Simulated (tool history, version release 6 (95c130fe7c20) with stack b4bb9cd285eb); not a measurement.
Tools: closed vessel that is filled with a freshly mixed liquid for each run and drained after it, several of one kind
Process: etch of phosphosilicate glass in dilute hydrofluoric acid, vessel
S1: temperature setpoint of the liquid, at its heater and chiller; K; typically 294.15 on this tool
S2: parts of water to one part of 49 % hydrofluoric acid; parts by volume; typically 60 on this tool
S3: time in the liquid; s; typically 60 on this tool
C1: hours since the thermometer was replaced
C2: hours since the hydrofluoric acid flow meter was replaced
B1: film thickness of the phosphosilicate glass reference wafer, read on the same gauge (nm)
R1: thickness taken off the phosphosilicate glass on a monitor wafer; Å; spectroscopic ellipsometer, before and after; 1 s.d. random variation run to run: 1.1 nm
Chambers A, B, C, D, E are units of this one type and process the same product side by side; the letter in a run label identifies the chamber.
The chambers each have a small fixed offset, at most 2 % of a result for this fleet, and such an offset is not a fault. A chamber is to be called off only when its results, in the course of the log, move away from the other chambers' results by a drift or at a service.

Run 1E, day 0.483: usual settings; C1 922.2; C2 471.5; B1 29.993. Result: R1 1494.5 Å.
Run 2A, day 0.950: usual settings; C1 919.9; C2 1115.7; B1 30.023. Result: R1 1504.8 Å.
Run 3B, day 1.417: usual settings; C1 615.2; C2 517.1; B1 30.030. Result: R1 1518.6 Å.
Run 4C, day 1.967: usual settings; C1 996.8; C2 311.4; B1 29.971. Result: R1 1522.4 Å.
Run 5D, day 2.496: usual settings; C1 468.9; C2 637.3; B1 30.000. Result: R1 1486.5 Å.
Run 6D, day 2.892: usual settings; C1 478.4; C2 646.8; B1 29.976. Result: R1 1536.1 Å.
Run 7C, day 3.438: usual settings but S1 296.15 K, S2 85 parts by volume; C1 1032.1; C2 346.7; B1 29.995. Result: R1 1143.9 Å.
Run 8B, day 3.812: usual settings but S1 296.15 K, S2 85 parts by volume; C1 672.7; C2 574.6; B1 29.990. Result: R1 1128.8 Å.
At day 4.062: chamber E: thermometer replaced.
Run 9A, day 4.246: usual settings but S1 296.15 K, S2 85 parts by volume; C1 999.0; C2 1194.8; B1 30.006. Result: R1 1127.0 Å.
Run 10E, day 4.579: usual settings but S1 296.15 K, S2 85 parts by volume; C1 12.4; C2 569.8; B1 29.996. Result: R1 1108.5 Å.
Run 11C, day 4.971: usual settings but S1 296.15 K, S2 85 parts by volume; C1 1068.9; C2 383.5; B1 29.986. Result: R1 1134.9 Å.
Run 12E, day 5.408: usual settings; C1 32.3; C2 589.7; B1 29.993. Result: R1 1507.3 Å.
Run 13D, day 5.779: usual settings; C1 547.7; C2 716.1; B1 30.010. Result: R1 1505.6 Å.
Run 14B, day 6.054: usual settings; C1 726.5; C2 628.4; B1 30.022. Result: R1 1527.9 Å.
Run 15A, day 6.304: usual settings; C1 1048.4; C2 1244.2; B1 29.997. Result: R1 1526.7 Å.
Run 16A, day 6.792: usual settings; C1 1060.1; C2 1255.9; B1 29.957. Result: R1 1508.5 Å.
Run 17E, day 7.250: usual settings; C1 76.5; C2 633.9; B1 30.033. Result: R1 1488.4 Å.
Run 18D, day 7.692: usual settings; C1 593.6; C2 762.0; B1 30.009. Result: R1 1494.3 Å.
Run 19B, day 8.192: usual settings; C1 777.8; C2 679.7; B1 29.993. Result: R1 1525.8 Å.
Run 20C, day 8.658: usual settings; C1 1157.4; C2 472.0; B1 30.033. Result: R1 1553.9 Å.
Run 21C, day 8.946: usual settings; C1 1164.3; C2 478.9; B1 29.975. Result: R1 1601.3 Å.
Run 22E, day 9.317: usual settings; C1 126.1; C2 683.5; B1 29.971. Result: R1 1508.0 Å.
Run 23A, day 9.788: usual settings; C1 1132.0; C2 1327.8; B1 30.019. Result: R1 1532.7 Å.
Run 24D, day 10.067: usual settings; C1 650.6; C2 819.0; B1 29.981. Result: R1 1501.9 Å.
Run 25B, day 10.362: usual settings; C1 829.9; C2 731.8; B1 29.994. Result: R1 1525.1 Å.
Run 26B, day 10.850: usual settings; C1 841.6; C2 743.5; B1 30.005. Result: R1 1542.3 Å.
Run 27D, day 11.179: usual settings; C1 677.3; C2 845.7; B1 29.951. Result: R1 1501.8 Å.
Run 28A, day 11.475: usual settings; C1 1172.5; C2 1368.3; B1 30.023. Result: R1 1535.1 Å.
Run 29E, day 11.879: usual settings; C1 187.6; C2 745.0; B1 30.015. Result: R1 1495.1 Å.
Run 30C, day 12.325: usual settings; C1 1245.4; C2 560.0; B1 30.042. Result: R1 1589.3 Å.
Run 31C, day 12.796: usual settings; C1 1256.7; C2 571.3; B1 30.012. Result: R1 1606.4 Å.
Run 32A, day 13.262: usual settings; C1 1215.4; C2 1411.2; B1 30.011. Result: R1 1518.6 Å.

Which is it: a chamber that has drifted or been left off by a service, a gauge drift common to all chambers, or only each chamber's usual small offset? If a chamber is off, name it and its likeliest cause.

Little by little, chamber C moves away from the other chambers.
Cause: hydrofluoric acid flow above the setpoint (%) = 5.7.
Not necessarily distinguishable in this log from: liquid hotter than its thermometer reads (K).

Here are 4 candidates for chamber C's next run, each the usual settings with a change, their results left as question marks. Which one brings its results back in line with what the others give on the usual settings?
In-line tolerance around the mean of the other chambers on the usual settings: R1 37.0 Å
Run 33C-1, day 13.658: usual settings but S1 292.65 K. Result: R1 ?.
Run 33C-2, day 13.658: usual settings but S1 294.65 K. Result: R1 ?.
Run 33C-3, day 13.658: usual settings but S1 293.65 K. Result: R1 ?.
Run 33C-4, day 13.658: usual settings but S1 295.65 K. Result: R1 ?.

Other chambers, usual settings, mean: R1 1512.0 Å
  run      R1
33C-1  1524.8
33C-2  1656.7
33C-3  1589.3
33C-4  1725.7
With 33C-1, the chamber falls back in line with the rest.
